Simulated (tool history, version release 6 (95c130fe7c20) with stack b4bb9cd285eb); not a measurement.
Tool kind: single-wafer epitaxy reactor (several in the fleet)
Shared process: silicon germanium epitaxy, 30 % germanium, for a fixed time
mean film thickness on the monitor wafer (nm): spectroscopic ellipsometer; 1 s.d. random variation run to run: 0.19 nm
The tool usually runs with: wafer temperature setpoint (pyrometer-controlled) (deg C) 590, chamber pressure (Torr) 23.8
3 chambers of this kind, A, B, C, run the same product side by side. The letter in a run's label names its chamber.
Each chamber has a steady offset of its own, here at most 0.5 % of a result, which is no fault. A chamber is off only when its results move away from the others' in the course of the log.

| run | hour | wafer temperature setpoint (pyrometer-controlled) (deg C) | chamber pressure (Torr) | hours since the last pyrometer calibration | hours since the last manometer calibration | read-back reference wafer on the same gauge, thickness_nm | mean film thickness on the monitor wafer (nm) |
|---|---|---|---|---|---|---|---|
| 1B | 7.8 | 590 | 23.8 | 1323.5 | 2535.6 | 43.747 | 52.793 |
| 2A | 18.9 | 590 | 23.8 | 1799.6 | 367.1 | 43.833 | 52.39 |
| 3C | 26.8 | 590 | 23.8 | 677.1 | 1467.2 | 43.779 | 52.314 |
| 4C | 38.3 | 590 | 23.8 | 688.6 | 1478.7 | 43.864 | 51.95 |
| 5A | 45.2 | 590 | 23.8 | 1825.9 | 393.4 | 43.793 | 52.484 |
| 6B | 54.9 | 590 | 23.8 | 1370.6 | 2582.7 | 43.818 | 52.407 |
| 7C | 65.5 | 590 | 23.8 | 715.8 | 1505.9 | 43.773 | 52.215 |
| 8B | 76.6 | 590 | 23.8 | 1392.3 | 2604.4 | 43.777 | 52.527 |
|  | 79.9 | chamber B: capacitance manometer re-zeroed and calibrated |
| 9A | 83.7 | 590 | 23.8 | 1864.4 | 431.9 | 43.817 | 52.816 |
| 10B | 90.4 | 590 | 23.8 | 1406.1 | 10.6 | 43.769 | 52.092 |
| 11C | 100.1 | 590 | 23.8 | 750.4 | 1540.5 | 43.779 | 52.198 |
| 12A | 112.9 | 590 | 23.8 | 1893.6 | 461.1 | 43.817 | 52.62 |
| 13C | 122.3 | 590 | 23.8 | 772.6 | 1562.7 | 43.799 | 52.327 |
| 14B | 130.6 | 590 | 23.8 | 1446.3 | 50.8 | 43.846 | 51.645 |
| 15A | 138.9 | 590 | 23.8 | 1919.6 | 487.1 | 43.817 | 52.26 |
| 16C | 144.9 | 590 | 23.8 | 795.2 | 1585.3 | 43.828 | 52.244 |
| 17B | 152.5 | 590 | 23.8 | 1468.2 | 72.7 | 43.777 | 51.602 |
| 18A | 159.6 | 590 | 23.8 | 1940.3 | 507.8 | 43.8 | 52.512 |
| 19A | 165.9 | 590 | 23.8 | 1946.6 | 514.1 | 43.814 | 52.643 |
| 20C | 173.9 | 590 | 23.8 | 824.2 | 1614.3 | 43.83 | 52.446 |
| 21B | 182.2 | 590 | 23.8 | 1497.9 | 102.4 | 43.811 | 51.298 |
| 22A | 190 | 590 | 23.8 | 1970.7 | 538.2 | 43.787 | 52.235 |
| 23C | 199.2 | 590 | 23.8 | 849.5 | 1639.6 | 43.812 | 52.237 |
|  | 201.6 | chamber A: pyrometer calibrated |
| 24B | 206.2 | 590 | 23.8 | 1521.9 | 126.4 | 43.793 | 51.129 |
| 25A | 218.9 | 590 | 23.8 | 17.4 | 567.1 | 43.819 | 52.441 |

Does one chamber stand apart from the rest, does the shared gauge drift, or is all well apart from small per-chamber offsets? Give the chamber and the most likely cause, where there is one.

It is chamber B that slowly wanders off from its peers.
Most likely cause: wafer temperature below the value expected at the setpoint (K) = 1.84.

Here are 4 candidates for chamber B's next run, each the usual settings with a change, their results left as question marks. Which one brings its results back in line with what the others give on the usual settings?
Allowed miss from the other chambers' usual-settings mean, per result, to count as in line: mean film thickness on the monitor wafer (nm) 0.68
| 26B-1 | 228.3 | 593 | 24.2 |  |  |  | ? |
| 26B-2 | 228.3 | 590 | 25.7 |  |  |  | ? |
| 26B-3 | 228.3 | 590 | 21.9 |  |  |  | ? |
| 26B-4 | 228.3 | 590 | 20.5 |  |  |  | ? |

The mean the other chambers reach with the usual settings: mean film thickness on the monitor wafer (nm) 52.419
| run | mean film thickness on the monitor wafer (nm) |
|---|---|
| 26B-1 | 54.185 |
| 26B-2 | 52.491 |
| 26B-3 | 49.312 |
| 26B-4 | 48.06 |
The answer is 26B-2, which returns the chamber to within the allowed miss of the others.

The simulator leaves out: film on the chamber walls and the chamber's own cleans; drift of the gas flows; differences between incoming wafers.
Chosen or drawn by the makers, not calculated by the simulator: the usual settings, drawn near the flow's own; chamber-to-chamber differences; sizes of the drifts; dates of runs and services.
